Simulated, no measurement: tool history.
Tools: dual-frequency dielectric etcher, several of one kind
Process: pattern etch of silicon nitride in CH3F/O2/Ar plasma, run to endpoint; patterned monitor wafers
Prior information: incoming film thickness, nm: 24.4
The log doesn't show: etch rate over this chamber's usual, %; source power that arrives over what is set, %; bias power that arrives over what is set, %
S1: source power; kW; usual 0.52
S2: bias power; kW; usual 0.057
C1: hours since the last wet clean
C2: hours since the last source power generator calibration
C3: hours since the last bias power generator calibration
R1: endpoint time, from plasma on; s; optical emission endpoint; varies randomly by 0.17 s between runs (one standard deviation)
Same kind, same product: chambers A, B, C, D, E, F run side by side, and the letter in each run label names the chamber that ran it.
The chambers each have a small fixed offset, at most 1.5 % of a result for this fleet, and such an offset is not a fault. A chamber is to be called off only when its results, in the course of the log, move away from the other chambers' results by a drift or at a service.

Run 1F, hour 5.1: usual settings; C1 174.6; C2 841.9; C3 2388. Result: R1 34.832 s.
At hour 12.4: chamber C: source power generator calibrated.
Run 2E, hour 14.9: usual settings; C1 356.7; C2 381.5; C3 2528.9. Result: R1 34.255 s.
Run 3D, hour 22.7: usual settings; C1 333.6; C2 1720.2; C3 2036. Result: R1 34.103 s.
Run 4C, hour 29.4: usual settings; C1 174.8; C2 17; C3 1931.8. Result: R1 34.489 s.
Run 5B, hour 39.7: usual settings; C1 159; C2 2053.7; C3 951.4. Result: R1 34.327 s.
Run 6A, hour 49.6: usual settings; C1 453.3; C2 3700.2; C3 1456.5. Result: R1 34.278 s.
Run 7B, hour 56.4: usual settings but S1 0.57 kW; C1 175.7; C2 2070.4; C3 968.1. Result: R1 33.07 s.
Run 8A, hour 61.5: usual settings but S1 0.57 kW; C1 465.2; C2 3712.1; C3 1468.4. Result: R1 32.893 s.
Run 9D, hour 70.9: usual settings but S1 0.57 kW; C1 381.8; C2 1768.4; C3 2084.2. Result: R1 32.914 s.
Run 10E, hour 77: usual settings but S1 0.57 kW; C1 418.8; C2 443.6; C3 2591. Result: R1 32.906 s.
Run 11F, hour 84.5: usual settings but S1 0.57 kW; C1 254; C2 921.3; C3 2467.4. Result: R1 33.511 s.
Run 12C, hour 92.7: usual settings but S1 0.57 kW; C1 238.1; C2 80.3; C3 1995.1. Result: R1 33.488 s.
Run 13B, hour 98.8: usual settings; C1 218.1; C2 2112.8; C3 1010.5. Result: R1 34.495 s.
Run 14C, hour 103.8: usual settings but S1 0.45 kW, S2 0.062 kW; C1 249.2; C2 91.4; C3 2006.2. Result: R1 35.1 s.
Run 15A, hour 113.3: usual settings but S1 0.45 kW, S2 0.062 kW; C1 517; C2 3763.9; C3 1520.2. Result: R1 35.364 s.
Run 16D, hour 119.6: usual settings but S1 0.45 kW, S2 0.062 kW; C1 430.5; C2 1817.1; C3 2132.9. Result: R1 35.007 s.
At hour 122.9: chamber A: wet clean of the chamber.
Run 17E, hour 128.4: usual settings but S1 0.45 kW, S2 0.062 kW; C1 470.2; C2 495; C3 2642.4. Result: R1 35.327 s.
Run 18F, hour 134.3: usual settings but S1 0.45 kW, S2 0.062 kW; C1 303.8; C2 971.1; C3 2517.2. Result: R1 35.622 s.
Run 19A, hour 139.7: usual settings but S1 0.45 kW, S2 0.062 kW; C1 16.9; C2 3790.3; C3 1546.6. Result: R1 35.209 s.
Run 20B, hour 145.3: usual settings; C1 264.6; C2 2159.3; C3 1057. Result: R1 34.353 s.
At hour 150: chamber F: bias power generator calibrated.
Run 21E, hour 153.3: usual settings; C1 495.1; C2 519.9; C3 2667.3. Result: R1 34.391 s.
Run 22C, hour 162.1: usual settings; C1 307.5; C2 149.7; C3 2064.5. Result: R1 34.333 s.
Run 23D, hour 172.2: usual settings; C1 483.1; C2 1869.7; C3 2185.5. Result: R1 34.06 s.
At hour 173.8: chamber D: wet clean of the chamber.
At hour 177.3: chamber D: bias power generator calibrated.
Run 24F, hour 180.7: usual settings; C1 350.2; C2 1017.5; C3 30.7. Result: R1 34.786 s.
Run 25D, hour 190.2: usual settings; C1 16.5; C2 1887.7; C3 12.9. Result: R1 32.735 s.
Run 26F, hour 197.7: usual settings; C1 367.2; C2 1034.5; C3 47.7. Result: R1 34.757 s.
Run 27E, hour 207.7: usual settings; C1 549.5; C2 574.3; C3 2721.7. Result: R1 34.139 s.
Run 28C, hour 218.1: usual settings; C1 363.5; C2 205.7; C3 2120.5. Result: R1 34.742 s.
Run 29B, hour 223.5: usual settings; C1 342.8; C2 2237.5; C3 1135.2. Result: R1 34.603 s.
Run 30A, hour 233.8: usual settings; C1 111; C2 3884.4; C3 1640.7. Result: R1 34.46 s.
Run 31A, hour 243.7: usual settings; C1 120.9; C2 3894.3; C3 1650.6. Result: R1 34.489 s.
Run 32B, hour 248.7: usual settings; C1 368; C2 2262.7; C3 1160.4. Result: R1 34.585 s.
Run 33C, hour 257.6: usual settings; C1 403; C2 245.2; C3 2160. Result: R1 34.546 s.
Run 34F, hour 266.3: usual settings but S1 0.57 kW, S2 0.07 kW; C1 435.8; C2 1103.1; C3 116.3. Result: R1 31.552 s.
At hour 267.7: chamber C: wet clean of the chamber.
At hour 268.3: chamber E: wet clean of the chamber.
Run 35D, hour 276.3: usual settings but S1 0.57 kW, S2 0.07 kW; C1 102.6; C2 1973.8; C3 99. Result: R1 29.313 s.
Run 36E, hour 286: usual settings but S1 0.57 kW, S2 0.07 kW; C1 17.8; C2 652.6; C3 2800. Result: R1 30.817 s.
Run 37B, hour 295.7: usual settings but S1 0.57 kW, S2 0.07 kW; C1 415; C2 2309.7; C3 1207.4. Result: R1 31.184 s.
Run 38E, hour 300.7: usual settings but S1 0.57 kW, S2 0.07 kW; C1 32.5; C2 667.3; C3 2814.7. Result: R1 30.929 s.
Run 39F, hour 311.1: usual settings but S1 0.57 kW, S2 0.07 kW; C1 480.6; C2 1147.9; C3 161.1. Result: R1 31.322 s.
Run 40C, hour 318.6: usual settings; C1 50.9; C2 306.2; C3 2221. Result: R1 34.647 s.

For the next run the whole fleet of 6 chambers uses the same settings. Give each chamber's results:
Run 41A, hour 326.3: usual settings but S1 0.4 kW. Result: R1 ?.
Run 41B, hour 326.3: usual settings but S1 0.4 kW. Result: R1 ?.
Run 41C, hour 326.3: usual settings but S1 0.4 kW. Result: R1 ?.
Run 41D, hour 326.3: usual settings but S1 0.4 kW. Result: R1 ?.
Run 41E, hour 326.3: usual settings but S1 0.4 kW. Result: R1 ?.
Run 41F, hour 326.3: usual settings but S1 0.4 kW. Result: R1 ?.

run      R1
41A  37.976
41B  37.803
41C  37.992
41D  36.248
41E  37.909
41F  38.587
